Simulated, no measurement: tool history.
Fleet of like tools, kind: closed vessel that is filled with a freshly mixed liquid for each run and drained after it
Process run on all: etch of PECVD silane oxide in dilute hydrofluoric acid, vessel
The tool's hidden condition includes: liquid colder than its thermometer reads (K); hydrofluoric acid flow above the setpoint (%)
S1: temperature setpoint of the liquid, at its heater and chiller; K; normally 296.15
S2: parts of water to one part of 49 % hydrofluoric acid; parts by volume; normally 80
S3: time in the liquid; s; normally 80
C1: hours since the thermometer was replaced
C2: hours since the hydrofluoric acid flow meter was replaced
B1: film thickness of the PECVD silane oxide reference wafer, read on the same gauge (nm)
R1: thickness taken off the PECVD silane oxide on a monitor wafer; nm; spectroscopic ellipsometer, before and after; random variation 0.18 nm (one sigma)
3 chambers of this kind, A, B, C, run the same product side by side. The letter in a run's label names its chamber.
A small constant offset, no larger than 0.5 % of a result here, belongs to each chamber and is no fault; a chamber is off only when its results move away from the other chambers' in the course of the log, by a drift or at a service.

run,day,S1,S2,S3,C1,C2,B1,R1
1B,0.208,296.15,80,80,1181.9,1186.7,139.99,23.368
2A,0.333,296.15,80,80,2423.3,994.8,139.96,23.083
3C,0.525,296.15,80,80,176.6,219.1,139.97,23.314
4A,0.704,296.15,80,80,2432.2,1003.7,140.01,23.344
5C,0.85,296.15,100,80,184.4,226.9,139.99,18.321
6B,1.029,296.15,100,80,1201.6,1206.4,140,18.222
7A,1.167,296.15,100,80,2443.3,1014.8,140.03,18.292
8B,1.362,296.15,45,45,1209.6,1214.4,140.03,24.465
9C,1.588,296.15,45,45,202.1,244.6,139.98,24.817
10A,1.704,296.15,45,45,2456.2,1027.7,139.96,23.826
11B,1.904,300.65,45,80,1222.6,1227.4,140.02,52.417
12C,2.088,300.65,45,80,214.1,256.6,140.03,53.176
13A,2.288,300.65,45,80,2470.2,1041.7,140.05,51.67
# day 2.35: chamber A: thermometer replaced
14B,2.446,296.15,80,80,1235.6,1240.4,140.01,23.221
15C,2.546,296.15,80,80,225.1,267.6,139.99,23.801
16A,2.712,296.15,80,80,8.8,1051.9,140.02,23.092
17B,2.879,296.15,80,80,1246,1250.8,140.02,23.234
18C,3.008,296.15,80,80,236.2,278.7,140,24.407
19B,3.133,296.15,80,80,1252.1,1256.9,139.99,23.151
20C,3.338,296.15,80,80,244.1,286.6,140.02,24.173
21A,3.529,293.15,80,80,28.4,1071.5,139.99,20.612
22B,3.75,293.15,80,80,1266.9,1271.7,139.96,20.572
23A,3.95,293.15,80,80,38.5,1081.6,139.94,20.714
24C,4.179,296.15,80,80,264.3,306.8,140,24.81
25C,4.358,296.15,80,80,268.6,311.1,140.02,24.576
26B,4.483,296.15,80,80,1284.5,1289.3,139.98,23.247
27A,4.633,296.15,80,80,54.9,1098,140,23.238

Next, every chamber runs the same settings. What will each give?
28A,4.8,296.15,80,80,,,,?
28B,4.8,296.15,80,80,,,,?
28C,4.8,296.15,80,80,,,,?

run,R1
28A,23.405
28B,22.984
28C,24.803
